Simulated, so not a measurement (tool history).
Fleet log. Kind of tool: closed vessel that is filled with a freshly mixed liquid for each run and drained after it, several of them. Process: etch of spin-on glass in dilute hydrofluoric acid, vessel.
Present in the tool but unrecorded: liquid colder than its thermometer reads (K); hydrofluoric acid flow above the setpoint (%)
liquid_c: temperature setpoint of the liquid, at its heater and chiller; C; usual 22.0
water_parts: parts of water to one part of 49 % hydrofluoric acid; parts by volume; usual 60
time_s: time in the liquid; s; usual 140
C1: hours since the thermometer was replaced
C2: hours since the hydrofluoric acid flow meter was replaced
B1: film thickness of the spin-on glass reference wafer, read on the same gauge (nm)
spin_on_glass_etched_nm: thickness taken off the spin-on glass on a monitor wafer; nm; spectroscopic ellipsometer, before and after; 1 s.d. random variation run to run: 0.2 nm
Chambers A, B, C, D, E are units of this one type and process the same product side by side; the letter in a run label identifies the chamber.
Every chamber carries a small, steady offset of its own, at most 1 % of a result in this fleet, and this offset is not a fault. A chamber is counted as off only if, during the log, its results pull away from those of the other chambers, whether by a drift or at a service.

run 1D hour=8.0 | liquid_c=22.0 water_parts=60 time_s=140 | C1=1499.7 C2=394.5 | B1=30.021 | spin_on_glass_etched_nm=57.903
run 2E hour=20.0 | liquid_c=22.0 water_parts=60 time_s=140 | C1=787.3 C2=1317.4 | B1=29.984 | spin_on_glass_etched_nm=57.790
run 3C hour=29.0 | liquid_c=22.0 water_parts=60 time_s=140 | C1=1367.4 C2=597.3 | B1=30.008 | spin_on_glass_etched_nm=57.167
run 4B hour=37.5 | liquid_c=22.0 water_parts=60 time_s=140 | C1=870.4 C2=508.1 | B1=30.006 | spin_on_glass_etched_nm=57.306
run 5A hour=51.4 | liquid_c=22.0 water_parts=60 time_s=220 | C1=262.9 C2=833.4 | B1=29.986 | spin_on_glass_etched_nm=90.584
run 6A hour=64.2 | liquid_c=22.0 water_parts=60 time_s=220 | C1=275.7 C2=846.2 | B1=29.988 | spin_on_glass_etched_nm=90.463
run 7E hour=76.7 | liquid_c=22.0 water_parts=60 time_s=220 | C1=844.0 C2=1374.1 | B1=29.995 | spin_on_glass_etched_nm=90.668
run 8B hour=86.7 | liquid_c=22.0 water_parts=60 time_s=220 | C1=919.6 C2=557.3 | B1=30.003 | spin_on_glass_etched_nm=90.465
run 9C hour=94.3 | liquid_c=22.0 water_parts=60 time_s=220 | C1=1432.7 C2=662.6 | B1=30.002 | spin_on_glass_etched_nm=89.673
run 10D hour=102.4 | liquid_c=22.0 water_parts=60 time_s=140 | C1=1594.1 C2=488.9 | B1=30.000 | spin_on_glass_etched_nm=58.077
run 11D hour=111.2 | liquid_c=22.0 water_parts=60 time_s=140 | C1=1602.9 C2=497.7 | B1=29.995 | spin_on_glass_etched_nm=57.880
run 12B hour=124.8 | liquid_c=22.0 water_parts=60 time_s=140 | C1=957.7 C2=595.4 | B1=30.003 | spin_on_glass_etched_nm=57.105
run 13A hour=137.4 | liquid_c=27.0 water_parts=60 time_s=180 | C1=348.9 C2=919.4 | B1=30.009 | spin_on_glass_etched_nm=90.424
run 14E hour=146.6 | liquid_c=27.0 water_parts=60 time_s=180 | C1=913.9 C2=1444.0 | B1=30.027 | spin_on_glass_etched_nm=90.698
run 15C hour=157.6 | liquid_c=27.0 water_parts=60 time_s=180 | C1=1496.0 C2=725.9 | B1=29.998 | spin_on_glass_etched_nm=89.862
run 16C hour=166.4 | liquid_c=27.0 water_parts=60 time_s=180 | C1=1504.8 C2=734.7 | B1=29.995 | spin_on_glass_etched_nm=89.651
run 17A hour=177.7 | liquid_c=27.0 water_parts=60 time_s=180 | C1=389.2 C2=959.7 | B1=30.004 | spin_on_glass_etched_nm=90.395
run 18E hour=184.4 | liquid_c=22.0 water_parts=60 time_s=140 | C1=951.7 C2=1481.8 | B1=29.986 | spin_on_glass_etched_nm=57.290
run 19D hour=190.6 | liquid_c=22.0 water_parts=60 time_s=140 | C1=1682.3 C2=577.1 | B1=30.008 | spin_on_glass_etched_nm=57.619
run 20B hour=200.7 | liquid_c=22.0 water_parts=60 time_s=140 | C1=1033.6 C2=671.3 | B1=30.007 | spin_on_glass_etched_nm=57.375
run 21C hour=214.0 | liquid_c=22.0 water_parts=60 time_s=140 | C1=1552.4 C2=782.3 | B1=30.001 | spin_on_glass_etched_nm=57.360
run 22B hour=223.0 | liquid_c=20.5 water_parts=60 time_s=100 | C1=1055.9 C2=693.6 | B1=29.992 | spin_on_glass_etched_nm=38.412
run 23E hour=232.8 | liquid_c=20.5 water_parts=60 time_s=100 | C1=1000.1 C2=1530.2 | B1=30.002 | spin_on_glass_etched_nm=38.451
-- hour=236.0 chamber D: hydrofluoric acid flow meter replaced
run 24A hour=238.9 | liquid_c=20.5 water_parts=60 time_s=100 | C1=450.4 C2=1020.9 | B1=29.999 | spin_on_glass_etched_nm=38.743
run 25D hour=252.1 | liquid_c=20.5 water_parts=60 time_s=100 | C1=1743.8 C2=16.2 | B1=29.982 | spin_on_glass_etched_nm=38.989
run 26D hour=263.2 | liquid_c=20.5 water_parts=60 time_s=100 | C1=1754.9 C2=27.3 | B1=29.999 | spin_on_glass_etched_nm=38.623
run 27B hour=276.5 | liquid_c=22.0 water_parts=60 time_s=140 | C1=1109.4 C2=747.1 | B1=29.982 | spin_on_glass_etched_nm=57.202
run 28C hour=289.0 | liquid_c=22.0 water_parts=60 time_s=140 | C1=1627.4 C2=857.3 | B1=29.991 | spin_on_glass_etched_nm=57.112
run 29A hour=299.0 | liquid_c=19.5 water_parts=80 time_s=140 | C1=510.5 C2=1081.0 | B1=30.006 | spin_on_glass_etched_nm=38.178
run 30E hour=311.4 | liquid_c=19.5 water_parts=80 time_s=140 | C1=1078.7 C2=1608.8 | B1=29.999 | spin_on_glass_etched_nm=38.266
run 31B hour=317.9 | liquid_c=19.5 water_parts=80 time_s=140 | C1=1150.8 C2=788.5 | B1=30.012 | spin_on_glass_etched_nm=37.948
run 32D hour=327.6 | liquid_c=19.5 water_parts=80 time_s=140 | C1=1819.3 C2=91.7 | B1=30.013 | spin_on_glass_etched_nm=38.092
run 33A hour=339.4 | liquid_c=19.5 water_parts=80 time_s=140 | C1=550.9 C2=1121.4 | B1=30.007 | spin_on_glass_etched_nm=38.226
run 34E hour=348.1 | liquid_c=22.0 water_parts=60 time_s=140 | C1=1115.4 C2=1645.5 | B1=30.018 | spin_on_glass_etched_nm=57.453
run 35C hour=355.4 | liquid_c=22.0 water_parts=60 time_s=140 | C1=1693.8 C2=923.7 | B1=29.997 | spin_on_glass_etched_nm=57.058
run 36D hour=361.5 | liquid_c=22.0 water_parts=60 time_s=140 | C1=1853.2 C2=125.6 | B1=30.002 | spin_on_glass_etched_nm=57.945
run 37C hour=368.8 | liquid_c=22.0 water_parts=60 time_s=140 | C1=1707.2 C2=937.1 | B1=30.001 | spin_on_glass_etched_nm=57.003
run 38A hour=376.2 | liquid_c=22.0 water_parts=60 time_s=140 | C1=587.7 C2=1158.2 | B1=30.002 | spin_on_glass_etched_nm=57.850
run 39E hour=383.0 | liquid_c=22.0 water_parts=60 time_s=140 | C1=1150.3 C2=1680.4 | B1=29.989 | spin_on_glass_etched_nm=57.536
run 40B hour=393.1 | liquid_c=22.0 water_parts=60 time_s=140 | C1=1226.0 C2=863.7 | B1=29.987 | spin_on_glass_etched_nm=57.316
run 41B hour=400.2 | liquid_c=22.0 water_parts=60 time_s=140 | C1=1233.1 C2=870.8 | B1=30.001 | spin_on_glass_etched_nm=57.149
run 42D hour=411.7 | liquid_c=22.0 water_parts=60 time_s=140 | C1=1903.4 C2=175.8 | B1=30.006 | spin_on_glass_etched_nm=57.905

Has any chamber moved away from the others, gradually or after a service, or does the common gauge drift, or do the chambers differ only by their own small steady offsets? State the chamber and the most likely cause if one applies.

Nothing is wrong: each chamber keeps only its own small, steady offset and the gauge holds still.
